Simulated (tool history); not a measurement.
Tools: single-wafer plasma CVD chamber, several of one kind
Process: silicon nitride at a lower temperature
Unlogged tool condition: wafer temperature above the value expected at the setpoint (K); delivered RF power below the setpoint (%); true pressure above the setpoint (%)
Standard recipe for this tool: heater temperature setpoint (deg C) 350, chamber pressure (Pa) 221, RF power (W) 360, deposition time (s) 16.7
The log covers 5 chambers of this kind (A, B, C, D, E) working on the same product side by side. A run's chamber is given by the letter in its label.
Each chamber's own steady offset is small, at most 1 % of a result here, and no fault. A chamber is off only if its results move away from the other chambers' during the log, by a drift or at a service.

run   hour  heater temperature setpoint (deg C)  chamber pressure (Pa)  RF power (W)  deposition time (s)  hours since the last thermocouple change  hours since the last RF generator calibration  hours since the last manometer calibration  read-back reference wafer on the same gauge, thickness_nm  mean film thickness on the monitor wafer (Å)
 1B    8.6                                  350                    221           360                 16.7                                      41.6                                          773.8                                       928.8                                                     21.006                                        221.15
 2A   18.4                                  350                    221           360                 16.7                                    1115.2                                          537.0                                       718.7                                                     20.985                                        222.97
 3E   25.0                                  350                    221           360                 16.7                                     998.5                                          684.1                                       619.4                                                     20.996                                        223.82
 4D   37.3                                  350                    221           360                 16.7                                     285.8                                          490.6                                        91.0                                                     20.999                                        220.87
 5C   43.6                                  350                    221           360                 16.7                                     328.7                                         2541.9                                      2000.8                                                     21.007                                        222.89
 6A   51.3                                  341                    221           400                 16.7                                    1148.1                                          569.9                                       751.6                                                     20.995                                        238.76
 7E   63.2                                  341                    221           400                 16.7                                    1036.7                                          722.3                                       657.6                                                     20.984                                        238.44
      63.5  -- chamber B: capacitance manometer re-zeroed and calibrated
      67.0  -- chamber E: RF generator calibrated
 8C   69.9                                  341                    221           400                 16.7                                     355.0                                         2568.2                                      2027.1                                                     20.999                                        239.04
 9B   83.4                                  341                    221           400                 16.7                                     116.4                                          848.6                                        19.9                                                     21.009                                        238.04
10D   91.8                                  341                    221           400                 16.7                                     340.3                                          545.1                                       145.5                                                     20.996                                        237.88
11C  102.9                                  350                    221           360                 16.7                                     388.0                                         2601.2                                      2060.1                                                     20.990                                        223.34
12D  110.6                                  350                    221           360                 14.6                                     359.1                                          563.9                                       164.3                                                     21.017                                        194.04
     113.7  -- chamber C: capacitance manometer re-zeroed and calibrated
13E  117.2                                  350                    221           360                 14.6                                    1090.7                                           50.2                                       711.6                                                     21.001                                        195.62
14A  124.2                                  350                    221           360                 14.6                                    1221.0                                          642.8                                       824.5                                                     21.003                                        194.82
15B  136.4                                  350                    221           360                 14.6                                     169.4                                          901.6                                        72.9                                                     21.029                                        193.36
16A  145.9                                  350                    221           360                 14.6                                    1242.7                                          664.5                                       846.2                                                     20.993                                        195.03
17C  152.7                                  350                    221           360                 16.7                                     437.8                                         2651.0                                        39.0                                                     20.988                                        222.80
18E  161.3                                  350                    221           360                 16.7                                    1134.8                                           94.3                                       755.7                                                     21.018                                        223.45
19B  170.3                                  350                    221           360                 16.7                                     203.3                                          935.5                                       106.8                                                     21.005                                        219.79
20D  177.6                                  350                    221           360                 16.7                                     426.1                                          630.9                                       231.3                                                     21.010                                        221.75
21C  186.1                                  350                    221           360                 16.7                                     471.2                                         2684.4                                        72.4                                                     20.981                                        221.26
22A  197.1                                  350                    221           360                 16.7                                    1293.9                                          715.7                                       897.4                                                     21.000                                        220.77
23B  208.1                                  350                    221           360                 16.7                                     241.1                                          973.3                                       144.6                                                     20.993                                        217.92
24E  216.0                                  350                    221           360                 16.7                                    1189.5                                          149.0                                       810.4                                                     21.034                                        223.58
25D  222.5                                  350                    221           360                 16.7                                     471.0                                          675.8                                       276.2                                                     20.985                                        221.36
26A  230.1                                  350                    221           360                 16.7                                    1326.9                                          748.7                                       930.4                                                     21.008                                        222.88
27D  243.6                                  365                    221           360                 16.7                                     492.1                                          696.9                                       297.3                                                     20.983                                        219.43
28B  251.7                                  365                    221           360                 16.7                                     284.7                                         1016.9                                       188.2                                                     20.991                                        216.05
     256.1  -- chamber A: RF generator calibrated
29E  260.5                                  365                    221           360                 16.7                                    1234.0                                          193.5                                       854.9                                                     21.025                                        221.98
30C  271.2                                  365                    221           360                 16.7                                     556.3                                         2769.5                                       157.5                                                     20.989                                        222.44
     272.3  -- chamber C: RF generator calibrated
31C  277.2                                  365                    221           360                 16.7                                     562.3                                            5.0                                       163.5                                                     21.004                                        223.80
32A  290.9                                  350                    221           360                 16.7                                    1387.7                                           34.9                                       991.2                                                     20.972                                        222.29
33E  297.5                                  350                    221           360                 16.7                                    1271.0                                          230.5                                       891.9                                                     21.008                                        222.90
34B  308.5                                  339                    221           360                 16.7                                     341.5                                         1073.7                                       245.0                                                     21.010                                        213.19
35D  320.9                                  339                    221           360                 16.7                                     569.4                                          774.2                                       374.6                                                     20.985                                        221.72
36A  332.5                                  339                    221           360                 16.7                                    1429.3                                           76.5                                      1032.8                                                     21.010                                        223.22
37D  344.6                                  339                    221           360                 16.7                                     593.1                                          797.9                                       398.3                                                     21.000                                        222.40

Next, all 5 chambers run the settings below, one line each with question marks for the results. What does each chamber give?
38A  354.4                                  362                    221           360                 16.7                                                                                                                                                                                                                                             ?
38B  354.4                                  362                    221           360                 16.7                                                                                                                                                                                                                                             ?
38C  354.4                                  362                    221           360                 16.7                                                                                                                                                                                                                                             ?
38D  354.4                                  362                    221           360                 16.7                                                                                                                                                                                                                                             ?
38E  354.4                                  362                    221           360                 16.7                                                                                                                                                                                                                                             ?

run  mean film thickness on the monitor wafer (Å)
38A                                        222.83
38B                                        209.07
38C                                        223.89
38D                                        221.01
38E                                        222.03

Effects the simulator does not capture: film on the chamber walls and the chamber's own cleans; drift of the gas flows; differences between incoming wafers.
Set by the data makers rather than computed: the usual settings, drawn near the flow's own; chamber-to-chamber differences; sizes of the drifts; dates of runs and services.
